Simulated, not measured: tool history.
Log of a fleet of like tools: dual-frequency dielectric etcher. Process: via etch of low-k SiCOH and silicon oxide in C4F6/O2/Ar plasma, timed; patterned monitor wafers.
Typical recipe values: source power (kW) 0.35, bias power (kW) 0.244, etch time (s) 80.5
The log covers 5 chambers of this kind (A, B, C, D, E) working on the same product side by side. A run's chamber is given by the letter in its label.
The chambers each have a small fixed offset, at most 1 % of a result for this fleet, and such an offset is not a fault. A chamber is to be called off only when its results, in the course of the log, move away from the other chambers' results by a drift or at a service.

run	hour	source power (kW)	bias power (kW)	etch time (s)	hours since the last wet clean	hours since the last source power generator calibration	hours since the last bias power generator calibration	read-back reference wafer on the same gauge, depth_nm	mean etch depth across the wafer (nm)
1E	4.2	0.35	0.244	80.5	246.4	2098.8	437.3	196.89	236.92
2A	11	0.35	0.244	80.5	123.3	1860.3	1607	196.87	234.51
3C	14.6	0.35	0.244	80.5	386.8	176	1506.1	197.04	239.18
4B	18.3	0.35	0.244	80.5	293.6	3135.5	347.3	196.96	237.2
5D	23.9	0.35	0.244	80.5	297.7	2167.2	1513.5	196.94	235.73
6A	28.3	0.35	0.244	80.5	140.6	1877.6	1624.3	197	235.49
# hour 28.8: chamber C: wet clean of the chamber
7B	34.6	0.35	0.244	80.5	309.9	3151.8	363.6	197	238.27
8C	41.1	0.35	0.244	80.5	12.4	202.5	1532.6	196.92	238.55
9D	47.1	0.35	0.244	80.5	320.9	2190.4	1536.7	196.94	235.88
10E	53.3	0.35	0.288	80.5	295.5	2147.9	486.4	197	250.51
11B	58.4	0.35	0.288	80.5	333.7	3175.6	387.4	197.08	252.11
12A	64.5	0.35	0.288	80.5	176.8	1913.8	1660.5	197.14	250.1
# hour 69.9: chamber D: wet clean of the chamber
13C	71	0.35	0.288	80.5	42.3	232.4	1562.5	197.07	253.03
14D	76.4	0.35	0.288	80.5	6.5	2219.7	1566	196.85	250.17
15E	80	0.4	0.288	80.5	322.2	2174.6	513.1	197.04	264.8
16D	84.2	0.4	0.288	80.5	14.3	2227.5	1573.8	197.04	261.83
# hour 89.7: chamber E: wet clean of the chamber
17C	89.8	0.4	0.288	80.5	61.1	251.2	1581.3	197.14	265.99
18B	96.3	0.4	0.288	80.5	371.6	3213.5	425.3	197	264.14
19E	100	0.4	0.288	80.5	10.3	2194.6	533.1	197.11	248.97
20A	106.5	0.35	0.244	80.5	218.8	1955.8	1702.5	197.01	235.88
# hour 109.3: chamber B: source power generator calibrated
21E	111	0.35	0.244	80.5	21.3	2205.6	544.1	196.98	224.58
22B	114.7	0.35	0.244	80.5	390	5.4	443.7	197.11	238.53
23C	117.8	0.44	0.244	95	89.1	279.2	1609.3	196.91	307.02
24D	121.5	0.44	0.244	95	51.6	2264.8	1611.1	197.03	301.65
25A	124.9	0.44	0.244	95	237.2	1974.2	1720.9	197.01	303.53
26D	128.4	0.44	0.244	95	58.5	2271.7	1618	196.84	303.22
27E	131.4	0.44	0.244	95	41.7	2226	564.5	196.9	290.01
28B	137.5	0.35	0.244	80.5	412.8	28.2	466.5	197.16	235.08
29A	142.2	0.35	0.244	80.5	254.5	1991.5	1738.2	197.09	234.78
30C	148.1	0.35	0.244	80.5	119.4	309.5	1639.6	196.99	240
31D	152.8	0.35	0.244	80.5	82.9	2296.1	1642.4	196.91	235.66
32C	158.9	0.35	0.244	80.5	130.2	320.3	1650.4	196.97	236.98
33B	164.6	0.35	0.191	80.5	439.9	55.3	493.6	196.97	217.96
34E	170.1	0.35	0.191	80.5	80.4	2264.7	603.2	196.95	207.42
35A	176.8	0.35	0.191	80.5	289.1	2026.1	1772.8	196.81	216.44
36A	181.3	0.35	0.191	80.5	293.6	2030.6	1777.3	197	215.95
37C	187	0.35	0.191	80.5	158.3	348.4	1678.5	197.13	219.14
38E	191.1	0.35	0.244	80.5	101.4	2285.7	624.2	197.13	225.55

One chamber off, gauge drift, or nothing amiss beyond the chambers' own small offsets? If it is a chamber, which one, and what is the likeliest cause?

A service on chamber E put it out of line with the rest.
Most likely cause: etch rate under this chamber's usual, % = 5.18.

Which of the 4 candidates below, each the usual settings with something changed and its results left as question marks, puts chamber E back in line with what the other chambers give on the usual settings?
Allowed miss from the other chambers' usual-settings mean, per result, to count as in line: mean etch depth across the wafer (nm) 3.3
39E-1	196	0.38	0.259	80.5					?
39E-2	196	0.35	0.249	87.5					?
39E-3	196	0.35	0.244	73.5					?
39E-4	196	0.35	0.242	77					?

Mean of the other chambers on the usual settings: mean etch depth across the wafer (nm) 236.76
run	mean etch depth across the wafer (nm)
39E-1	236.85
39E-2	246.07
39E-3	205.26
39E-4	214.43
39E-1 puts the chamber back in line with the other chambers.

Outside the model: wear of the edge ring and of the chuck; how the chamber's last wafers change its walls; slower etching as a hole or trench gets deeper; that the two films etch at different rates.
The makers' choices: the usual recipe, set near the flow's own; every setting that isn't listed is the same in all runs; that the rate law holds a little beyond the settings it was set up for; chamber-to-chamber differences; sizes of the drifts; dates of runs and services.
